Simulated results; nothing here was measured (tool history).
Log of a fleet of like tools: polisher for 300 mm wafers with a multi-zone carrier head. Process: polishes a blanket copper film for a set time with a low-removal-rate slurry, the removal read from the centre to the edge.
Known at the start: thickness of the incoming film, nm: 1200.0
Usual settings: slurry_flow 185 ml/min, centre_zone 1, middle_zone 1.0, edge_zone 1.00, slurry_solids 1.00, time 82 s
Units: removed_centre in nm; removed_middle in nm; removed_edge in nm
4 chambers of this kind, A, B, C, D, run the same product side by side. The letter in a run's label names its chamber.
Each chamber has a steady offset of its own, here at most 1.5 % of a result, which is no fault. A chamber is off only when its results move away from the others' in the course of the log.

run	hour	slurry_flow	centre_zone	middle_zone	edge_zone	slurry_solids	time	wafers polished on this pad	hours since the slurry nozzle was cleaned	hours since the centre zone pressure was calibrated	hours since the edge zone pressure was calibrated	removed_centre	removed_middle	removed_edge
1A	5.2	185	1	1.0	1.00	1.00	82	380	360.6	408.1	118.6	161.24	163.76	160.49
2C	10.7	185	1	1.0	1.00	1.00	82	1063	386.9	167.6	388.1	164.55	166.52	162.47
3B	14.4	185	1	1.0	1.00	1.00	82	931	147.3	854.2	134.8	161.68	165.98	164.15
4D	17.4	185	1	1.0	1.00	1.00	82	525	95.5	479.1	1058.9	162.97	164.65	161.10
# hour 21.8: chamber B: worn pad replaced by a new one
5B	22.4	185	1	1.0	0.94	1.00	71	5	155.3	862.2	142.8	138.82	140.81	137.09
6A	25.1	185	1	1.0	0.94	1.00	71	534	380.5	428.0	138.5	139.37	140.86	137.80
7D	28.0	185	1	1.0	0.94	1.00	71	607	106.1	489.7	1069.5	141.88	141.81	135.29
8C	30.5	185	1	1.0	0.94	1.00	71	1216	406.7	187.4	407.9	140.72	142.22	134.86
# hour 34.7: chamber C: worn pad replaced by a new one
9A	34.8	185	1	1.0	1.00	1.00	82	610	390.2	437.7	148.2	160.88	161.51	163.88
# hour 35.2: chamber A: worn pad replaced by a new one
10B	38.0	185	1	1.0	1.00	1.00	82	126	170.9	877.8	158.4	162.86	163.82	164.14
# hour 41.5: chamber A: centre zone pressure recalibrated
11C	43.0	185	1	1.0	1.00	1.00	82	64	419.2	199.9	420.4	165.76	166.95	166.53
12D	47.4	185	1	1.0	1.00	1.00	82	758	125.5	509.1	1088.9	164.73	159.92	161.65
13D	50.9	185	1	1.0	1.00	1.00	82	785	129.0	512.6	1092.4	162.87	168.06	159.02
14B	55.0	185	1	1.0	1.00	1.00	82	258	187.9	894.8	175.4	162.67	162.23	166.58
15A	58.9	185	1	1.0	1.00	1.00	82	184	414.3	17.4	172.3	159.16	160.32	163.34
16C	63.9	185	1	1.0	1.00	1.00	82	226	440.1	220.8	441.3	161.12	166.62	167.96
17A	67.6	185	1	1.0	1.00	1.00	82	251	423.0	26.1	181.0	158.21	164.32	166.64
18C	71.3	185	1	1.0	1.00	0.90	82	284	447.5	228.2	448.7	158.58	161.21	154.54
19D	73.8	185	1	1.0	1.00	0.90	82	962	151.9	535.5	1115.3	161.08	165.19	160.39
20B	77.0	185	1	1.0	1.00	0.90	82	428	209.9	916.8	197.4	160.25	157.34	167.02
21B	80.4	185	1	1.0	1.00	0.90	82	454	213.3	920.2	200.8	160.59	159.74	156.60
22A	86.1	185	1	1.0	1.00	1.00	82	394	441.5	44.6	199.5	162.47	166.28	162.45
23D	90.6	185	1	1.0	1.00	1.00	82	1093	168.7	552.3	1132.1	164.24	163.85	158.78
# hour 90.7: chamber D: worn pad replaced by a new one
24C	94.2	185	1	1.0	1.00	1.00	82	461	470.4	251.1	471.6	158.78	164.86	165.81
25B	97.6	185	1	1.0	1.00	1.00	82	588	230.5	937.4	218.0	161.37	162.24	160.18
26A	101.5	185	1	1.0	1.00	1.00	82	514	456.9	60.0	214.9	159.92	161.99	160.66
27D	105.4	185	1	1.0	1.00	1.00	82	114	183.5	567.1	1146.9	164.90	166.62	164.14
# hour 106.2: chamber A: worn pad replaced by a new one
28C	109.3	185	1	1.0	1.00	1.00	82	578	485.5	266.2	486.7	157.01	161.80	164.27
29A	114.6	185	1	1.0	1.00	1.00	82	65	470.0	73.1	228.0	163.46	164.96	162.28
30D	119.3	185	1	1.1	1.00	0.75	82	222	197.4	581.0	1160.8	154.10	171.16	152.64
# hour 121.2: chamber C: slurry nozzle cleaned
31C	122.6	185	1	1.1	1.00	0.75	82	681	1.5	279.5	500.0	148.91	166.60	157.16
32B	125.0	185	1	1.1	1.00	0.75	82	800	257.9	964.8	245.4	154.46	170.91	153.64

Next, every chamber runs the same settings. What will each give?
33A	129.1	210	1	1.0	1.00	1.00	82					?	?	?
33B	129.1	210	1	1.0	1.00	1.00	82					?	?	?
33C	129.1	210	1	1.0	1.00	1.00	82					?	?	?
33D	129.1	210	1	1.0	1.00	1.00	82					?	?	?

run	removed_centre	removed_middle	removed_edge
33A	166.05	168.92	166.60
33B	168.01	162.36	169.49
33C	157.30	172.18	165.95
33D	168.70	168.43	164.23

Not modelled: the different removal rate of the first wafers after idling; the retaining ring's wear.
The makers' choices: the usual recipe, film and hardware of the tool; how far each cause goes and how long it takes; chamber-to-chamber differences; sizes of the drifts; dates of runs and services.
